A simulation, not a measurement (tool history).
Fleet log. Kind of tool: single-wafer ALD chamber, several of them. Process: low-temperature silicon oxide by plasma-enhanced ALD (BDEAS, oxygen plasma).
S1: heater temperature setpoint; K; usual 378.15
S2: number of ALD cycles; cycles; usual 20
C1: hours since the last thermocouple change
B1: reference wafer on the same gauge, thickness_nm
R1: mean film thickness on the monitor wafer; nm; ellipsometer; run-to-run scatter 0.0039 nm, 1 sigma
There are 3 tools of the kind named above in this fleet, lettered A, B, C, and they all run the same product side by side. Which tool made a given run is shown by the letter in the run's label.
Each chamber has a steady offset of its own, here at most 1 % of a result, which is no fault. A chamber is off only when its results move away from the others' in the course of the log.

run,day,S1,S2,C1,B1,R1
1A,0.396,378.15,20,1145.0,2.9894,2.8208
2C,0.721,378.15,20,826.3,2.9907,2.8353
3B,1.108,378.15,20,375.5,2.9909,2.8171
4A,1.638,378.15,20,1174.8,2.9918,2.8258
5C,1.942,378.15,20,855.6,2.9915,2.8376
6B,2.188,378.15,20,401.4,2.9922,2.8190
7B,2.517,378.15,20,409.3,2.9921,2.8161
8A,2.871,389.15,20,1204.4,2.9928,2.7710
9C,3.250,389.15,20,887.0,2.9929,2.7739
10A,3.658,389.15,20,1223.3,2.9940,2.7719
11B,4.183,378.15,20,449.3,2.9943,2.8166
12C,4.471,389.15,19,916.3,2.9951,2.6416
13A,4.812,389.15,19,1251.0,2.9951,2.6336
14C,5.358,389.15,19,937.6,2.9950,2.6456
15B,5.883,391.15,24,490.1,2.9973,3.3060
16C,6.288,391.15,24,959.9,2.9971,3.3259
17B,6.525,391.15,24,505.5,2.9967,3.3018
18A,6.954,378.15,20,1302.4,2.9979,2.8321
19B,7.242,378.15,20,522.7,2.9975,2.8199
20A,7.629,384.15,17,1318.6,2.9971,2.3790
21C,7.912,384.15,17,998.9,2.9994,2.3843
22C,8.404,384.15,17,1010.7,2.9988,2.3903
23B,8.838,378.15,20,561.0,2.9999,2.8233
24A,9.162,378.15,20,1355.4,3.0000,2.8309
25A,9.629,378.15,17,1366.6,2.9999,2.4033
26B,10.025,378.15,17,589.5,3.0017,2.3975
27C,10.429,378.15,17,1059.3,3.0019,2.4195
28C,10.833,378.15,20,1069.0,3.0024,2.8454
29B,11.075,378.15,20,614.7,3.0009,2.8232
30A,11.325,371.15,20,1407.3,3.0033,2.8842
31A,11.658,371.15,20,1415.3,3.0022,2.8754
32C,11.992,371.15,20,1096.8,3.0020,2.9017
33B,12.483,378.15,20,648.5,3.0025,2.8310
34C,12.871,378.15,20,1117.9,3.0029,2.8468
35B,13.317,378.15,20,668.5,3.0043,2.8256
36A,13.762,378.15,20,1465.8,3.0041,2.8388
37C,14.300,378.15,20,1152.2,3.0055,2.8509
38A,14.788,378.15,20,1490.4,3.0057,2.8412
39B,15.242,378.15,20,714.7,3.0049,2.8310
40B,15.496,378.15,20,720.8,3.0064,2.8291
41A,15.833,378.15,20,1515.5,3.0062,2.8430

Next, every chamber runs the same settings. What will each give?
42A,16.225,390.15,20,,,?
42B,16.225,390.15,20,,,?
42C,16.225,390.15,20,,,?

run,R1
42A,2.7844
42B,2.7693
42C,2.7953

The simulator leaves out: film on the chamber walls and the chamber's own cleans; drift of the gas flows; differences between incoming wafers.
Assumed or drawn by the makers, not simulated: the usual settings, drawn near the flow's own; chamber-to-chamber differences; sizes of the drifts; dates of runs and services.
